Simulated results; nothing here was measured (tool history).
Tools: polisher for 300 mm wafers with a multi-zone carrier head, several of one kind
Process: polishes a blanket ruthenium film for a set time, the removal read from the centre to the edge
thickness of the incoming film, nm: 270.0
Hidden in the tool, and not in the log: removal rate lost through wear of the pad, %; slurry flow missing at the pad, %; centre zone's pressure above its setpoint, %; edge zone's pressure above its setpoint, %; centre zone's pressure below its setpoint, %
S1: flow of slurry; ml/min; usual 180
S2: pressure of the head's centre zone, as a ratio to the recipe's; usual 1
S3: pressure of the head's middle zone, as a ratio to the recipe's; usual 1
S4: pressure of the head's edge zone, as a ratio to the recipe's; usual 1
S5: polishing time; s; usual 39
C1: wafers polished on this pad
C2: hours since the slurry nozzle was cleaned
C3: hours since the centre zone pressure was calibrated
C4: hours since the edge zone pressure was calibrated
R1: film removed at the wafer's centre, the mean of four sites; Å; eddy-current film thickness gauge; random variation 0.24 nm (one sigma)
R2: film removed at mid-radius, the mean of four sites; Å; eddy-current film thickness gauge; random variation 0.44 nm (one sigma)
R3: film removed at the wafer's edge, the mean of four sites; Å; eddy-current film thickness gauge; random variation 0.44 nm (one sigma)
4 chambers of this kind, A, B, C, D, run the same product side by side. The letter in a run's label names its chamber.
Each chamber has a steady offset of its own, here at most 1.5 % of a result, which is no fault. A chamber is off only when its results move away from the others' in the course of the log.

run,day,S1,S2,S3,S4,S5,C1,C2,C3,C4,R1,R2,R3
# day 0.088: chamber C: worn pad replaced by a new one
1D,0.408,180,1,1,1,39,952,149.8,521.2,72.2,390.53,383.52,389.53
2B,0.938,180,1,1,1,39,980,64,78.2,763.1,392.81,388.4,391.97
3C,1.458,180,1,1,1,39,470,402.2,916.5,819.1,392.15,389.25,389.95
# day 1.546: chamber B: worn pad replaced by a new one
4A,1.825,180,1,1,1,39,718,254.3,252.2,575.9,387.87,385.72,399.52
# day 1.979: chamber D: worn pad replaced by a new one
5C,2.171,180,1,1,1,39,714,419.3,933.6,836.2,392.3,386.71,397.75
# day 2.475: chamber D: centre zone pressure recalibrated
6A,2.775,180,1,1,1,43,1043,277.1,275,598.7,432.12,430.2,432.24
7D,3.233,180,1,1,1,43,430,217.6,18.3,140,423.94,435.96,429.47
# day 3.5: chamber A: worn pad replaced by a new one
8B,3.758,180,1,1,1,43,757,131.7,145.9,830.8,435.51,441.92,432.18
9D,4.271,180,1,1,1,43,785,242.5,43.2,164.9,430.71,441.12,427.59
# day 4.304: chamber C: worn pad replaced by a new one
# day 4.708: chamber C: centre zone pressure recalibrated
10C,4.9,180,1,1,1,39,204,484.8,4.6,901.7,392.2,387.72,392.79
11B,5.188,180,0.94,1,1.04,39,1247,166,180.2,865.1,366.05,393.77,397.76
# day 5.442: chamber D: worn pad replaced by a new one
# day 5.471: chamber B: worn pad replaced by a new one
12A,5.725,180,0.94,1,1.04,39,762,347.9,345.8,669.5,362.56,394.23,399.04
# day 5.8: chamber A: slurry nozzle cleaned
13B,6.067,180,0.94,1,1.04,39,204,187.1,201.3,886.2,362.53,387.17,397.3
14A,6.525,180,0.94,1,1.04,39,1036,17.4,365,688.7,365.3,384.85,401.59
# day 6.954: chamber A: worn pad replaced by a new one
15D,7.167,160,1,1,0.9,39,591,312,112.7,234.4,374.8,386.38,367.26
16C,7.529,160,1,1,0.9,39,1105,547.9,67.7,964.8,384.01,377.52,367.25
17B,8.004,160,1,1,0.9,39,868,233.6,247.8,932.7,375.54,383.35,357.19
# day 8.154: chamber C: worn pad replaced by a new one
18C,8.6,160,1,1,0.9,39,153,573.6,93.4,990.5,380.47,380.73,358.77
# day 8.846: chamber B: worn pad replaced by a new one
19A,9.117,180,1,1,1,39,741,79.6,427.2,750.9,391.84,383.45,397.22
20D,9.438,180,1,1,1,39,1369,366.5,167.2,288.9,384.05,384.24,388.61
21C,9.771,180,1,1,1,39,554,601.7,121.5,1018.6,391.59,392.66,387.27
# day 9.808: chamber D: worn pad replaced by a new one
22D,10.292,130,1,1,1.1,39,166,387,187.7,309.4,364.33,363.44,393.7
# day 10.542: chamber A: worn pad replaced by a new one
23B,10.754,130,1,1,1.1,39,654,299.6,313.8,998.7,357.34,351.19,395.54
# day 10.888: chamber B: edge zone pressure recalibrated
24A,11.046,130,1,1,1.1,39,173,125.9,473.5,797.2,362.52,370.48,402.42
# day 11.538: chamber C: worn pad replaced by a new one
25B,11.575,130,1,1,1.1,39,936,319.3,333.5,16.6,352.69,355.75,383.18
26D,11.912,180,1,1,1,39,722,425.9,226.6,348.3,391.27,393.82,390.23
# day 12.267: chamber B: worn pad replaced by a new one
27C,12.45,180,1,1,1,39,312,666,185.8,1082.9,394.86,390.14,400.5
28A,12.792,180,1,1,1,39,771,167.8,515.4,839.1,390.38,384.46,392.56
29B,13.154,180,1,1,1,39,305,357.2,371.4,54.5,375.95,378.75,382.2
30A,13.517,180,1,1,1,39,1020,185.2,532.8,856.5,394.92,384.8,391.4
# day 13.538: chamber D: worn pad replaced by a new one
# day 13.762: chamber C: edge zone pressure recalibrated
31C,13.812,180,1,1,1,39,779,698.7,218.5,1.3,389.53,393.4,394.41
# day 13.867: chamber B: centre zone pressure recalibrated
# day 14: chamber A: worn pad replaced by a new one
32D,14.188,180,1,1,1,39,223,480.5,281.2,402.9,386.96,397.59,390.87
33B,14.579,180,1,1,1,39,793,391.4,17.1,88.7,377.03,376.91,371.88
34C,15.096,180,1,1,1,39,1218,729.5,249.3,32.1,390.4,380.05,396.34
# day 15.312: chamber C: worn pad replaced by a new one
35D,15.688,180,1,1,1,39,737,516.5,317.2,438.9,389.15,389.3,398.78
# day 15.696: chamber B: worn pad replaced by a new one
36A,16.221,180,1,1,1,39,761,250.1,597.7,921.4,395.88,386.66,393.51
37A,16.662,180,1,1,1.09,32,912,260.7,608.3,932,320.25,318.24,338.12
38B,17.246,180,1,1,1.09,32,531,455.4,81.1,152.7,304.11,308.48,318.27
# day 17.775: chamber D: worn pad replaced by a new one
39D,17.783,180,1,1,1.09,32,3,566.8,367.5,489.2,319.61,317.67,337.43
40C,18.175,180,1,1,1.09,32,981,803.4,323.2,106,321.56,316.54,337.44
41B,18.604,180,1,1,1,39,997,488,113.7,185.3,367.55,366.81,375.47
# day 18.938: chamber C: worn pad replaced by a new one
42C,18.996,180,1,1,1,39,21,823.1,342.9,125.7,394.16,380.77,391.46

All 4 chambers run these settings next. Forecast each chamber's results:
43A,19.458,220,1,1,1,39,,,,,?,?,?
43B,19.458,220,1,1,1,39,,,,,?,?,?
43C,19.458,220,1,1,1,39,,,,,?,?,?
43D,19.458,220,1,1,1,39,,,,,?,?,?

run,R1,R2,R3
43A,397.66,389.79,394.24
43B,381,378.79,383.53
43C,404.1,408.02,396.77
43D,397.84,398.85,399.56

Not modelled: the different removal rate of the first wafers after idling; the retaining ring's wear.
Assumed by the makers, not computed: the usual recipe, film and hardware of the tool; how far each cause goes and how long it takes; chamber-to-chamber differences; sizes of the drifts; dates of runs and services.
